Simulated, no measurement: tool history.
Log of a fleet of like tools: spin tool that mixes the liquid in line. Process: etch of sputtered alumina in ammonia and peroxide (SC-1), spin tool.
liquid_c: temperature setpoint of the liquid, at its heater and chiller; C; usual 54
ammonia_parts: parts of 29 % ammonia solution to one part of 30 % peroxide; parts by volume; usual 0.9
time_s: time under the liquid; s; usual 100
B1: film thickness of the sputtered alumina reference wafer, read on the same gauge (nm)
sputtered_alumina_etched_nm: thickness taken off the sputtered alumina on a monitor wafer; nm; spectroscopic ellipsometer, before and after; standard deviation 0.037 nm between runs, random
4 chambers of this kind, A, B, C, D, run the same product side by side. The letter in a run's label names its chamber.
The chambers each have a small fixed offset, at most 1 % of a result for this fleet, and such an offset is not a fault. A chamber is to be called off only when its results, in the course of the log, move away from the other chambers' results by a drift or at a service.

Run 1D, hour 10.3: usual settings; B1 110. Result: sputtered_alumina_etched_nm 8.5386 nm.
Run 2C, hour 18.9: usual settings; B1 110.02. Result: sputtered_alumina_etched_nm 8.4734 nm.
Run 3B, hour 26.1: usual settings; B1 109.99. Result: sputtered_alumina_etched_nm 8.4226 nm.
Run 4A, hour 32.3: usual settings; B1 109.99. Result: sputtered_alumina_etched_nm 8.4605 nm.
Run 5D, hour 40.2: usual settings but ammonia_parts 0.6 parts by volume; B1 110.02. Result: sputtered_alumina_etched_nm 8.1508 nm.
Run 6A, hour 46.8: usual settings but ammonia_parts 0.6 parts by volume; B1 110. Result: sputtered_alumina_etched_nm 8.1794 nm.
Run 7B, hour 54.8: usual settings but ammonia_parts 0.6 parts by volume; B1 109.98. Result: sputtered_alumina_etched_nm 8.1435 nm.
At hour 61.2: chamber C: thermometer replaced.
Run 8C, hour 61.9: usual settings but ammonia_parts 0.6 parts by volume; B1 110.01. Result: sputtered_alumina_etched_nm 8.1767 nm.
Run 9A, hour 70.8: usual settings; B1 109.99. Result: sputtered_alumina_etched_nm 8.5001 nm.
Run 10B, hour 79.7: usual settings; B1 110.02. Result: sputtered_alumina_etched_nm 8.3849 nm.
Run 11C, hour 90.4: usual settings; B1 110.03. Result: sputtered_alumina_etched_nm 8.4375 nm.
Run 12D, hour 97.2: usual settings; B1 110. Result: sputtered_alumina_etched_nm 8.4592 nm.
Run 13D, hour 108.1: usual settings; B1 110. Result: sputtered_alumina_etched_nm 8.3957 nm.
Run 14B, hour 118.2: usual settings; B1 110.03. Result: sputtered_alumina_etched_nm 8.4682 nm.
Run 15C, hour 126.2: usual settings but ammonia_parts 0.55 parts by volume, time_s 60 s; B1 110.02. Result: sputtered_alumina_etched_nm 4.851 nm.
Run 16A, hour 135.8: usual settings but ammonia_parts 0.55 parts by volume, time_s 60 s; B1 110. Result: sputtered_alumina_etched_nm 4.8648 nm.
Run 17C, hour 144.4: usual settings but ammonia_parts 0.55 parts by volume, time_s 60 s; B1 109.98. Result: sputtered_alumina_etched_nm 4.8203 nm.
Run 18A, hour 150.5: usual settings but ammonia_parts 0.55 parts by volume, time_s 60 s; B1 110.03. Result: sputtered_alumina_etched_nm 4.839 nm.
Run 19B, hour 160.3: usual settings; B1 110.01. Result: sputtered_alumina_etched_nm 8.4559 nm.
Run 20D, hour 168.1: usual settings; B1 110. Result: sputtered_alumina_etched_nm 8.5011 nm.
Run 21A, hour 174.1: usual settings; B1 110.04. Result: sputtered_alumina_etched_nm 8.5215 nm.
At hour 174.6: chamber D: new drum of ammonia solution connected.
Run 22B, hour 184.7: usual settings; B1 110. Result: sputtered_alumina_etched_nm 8.4793 nm.
Run 23D, hour 193.7: usual settings; B1 109.99. Result: sputtered_alumina_etched_nm 8.4546 nm.
Run 24C, hour 203: usual settings; B1 109.99. Result: sputtered_alumina_etched_nm 8.4176 nm.
Run 25A, hour 208.2: usual settings; B1 110. Result: sputtered_alumina_etched_nm 8.4385 nm.
Run 26B, hour 213.9: usual settings; B1 110. Result: sputtered_alumina_etched_nm 8.4414 nm.
At hour 214.3: chamber A: new drum of ammonia solution connected.
Run 27C, hour 221.9: usual settings but liquid_c 49 C; B1 109.99. Result: sputtered_alumina_etched_nm 6.3962 nm.
Run 28D, hour 231.8: usual settings but liquid_c 49 C; B1 109.99. Result: sputtered_alumina_etched_nm 6.4495 nm.
Run 29C, hour 241.1: usual settings but liquid_c 49 C; B1 110. Result: sputtered_alumina_etched_nm 6.4556 nm.
Run 30B, hour 246.9: usual settings but liquid_c 49 C; B1 110. Result: sputtered_alumina_etched_nm 6.4172 nm.
Run 31D, hour 253.8: usual settings but ammonia_parts 1.1 parts by volume, time_s 45 s; B1 110.02. Result: sputtered_alumina_etched_nm 3.8799 nm.
Run 32A, hour 263.3: usual settings but ammonia_parts 1.1 parts by volume, time_s 45 s; B1 110.02. Result: sputtered_alumina_etched_nm 3.8637 nm.
Run 33D, hour 273.8: usual settings but ammonia_parts 1.1 parts by volume, time_s 45 s; B1 110.01. Result: sputtered_alumina_etched_nm 3.8923 nm.
Run 34C, hour 279.7: usual settings but ammonia_parts 1.1 parts by volume, time_s 45 s; B1 109.98. Result: sputtered_alumina_etched_nm 3.8882 nm.
Run 35B, hour 285.1: usual settings; B1 109.98. Result: sputtered_alumina_etched_nm 8.4979 nm.
Run 36A, hour 293.3: usual settings; B1 110.02. Result: sputtered_alumina_etched_nm 8.4457 nm.
Run 37B, hour 303.8: usual settings but liquid_c 59 C, ammonia_parts 1.1 parts by volume; B1 109.97. Result: sputtered_alumina_etched_nm 11.199 nm.
At hour 307.4: chamber D: ammonia flow meter replaced.
Run 38D, hour 308.9: usual settings but liquid_c 59 C, ammonia_parts 1.1 parts by volume; B1 110.01. Result: sputtered_alumina_etched_nm 11.33 nm.
Run 39C, hour 315.2: usual settings but liquid_c 59 C, ammonia_parts 1.1 parts by volume; B1 110. Result: sputtered_alumina_etched_nm 11.243 nm.

Which is it: a chamber that has drifted or been left off by a service, a gauge drift common to all chambers, or only each chamber's usual small offset? If a chamber is off, name it and its likeliest cause.

The fleet is healthy, with each chamber sitting at its usual small offset and no drift in the gauge.
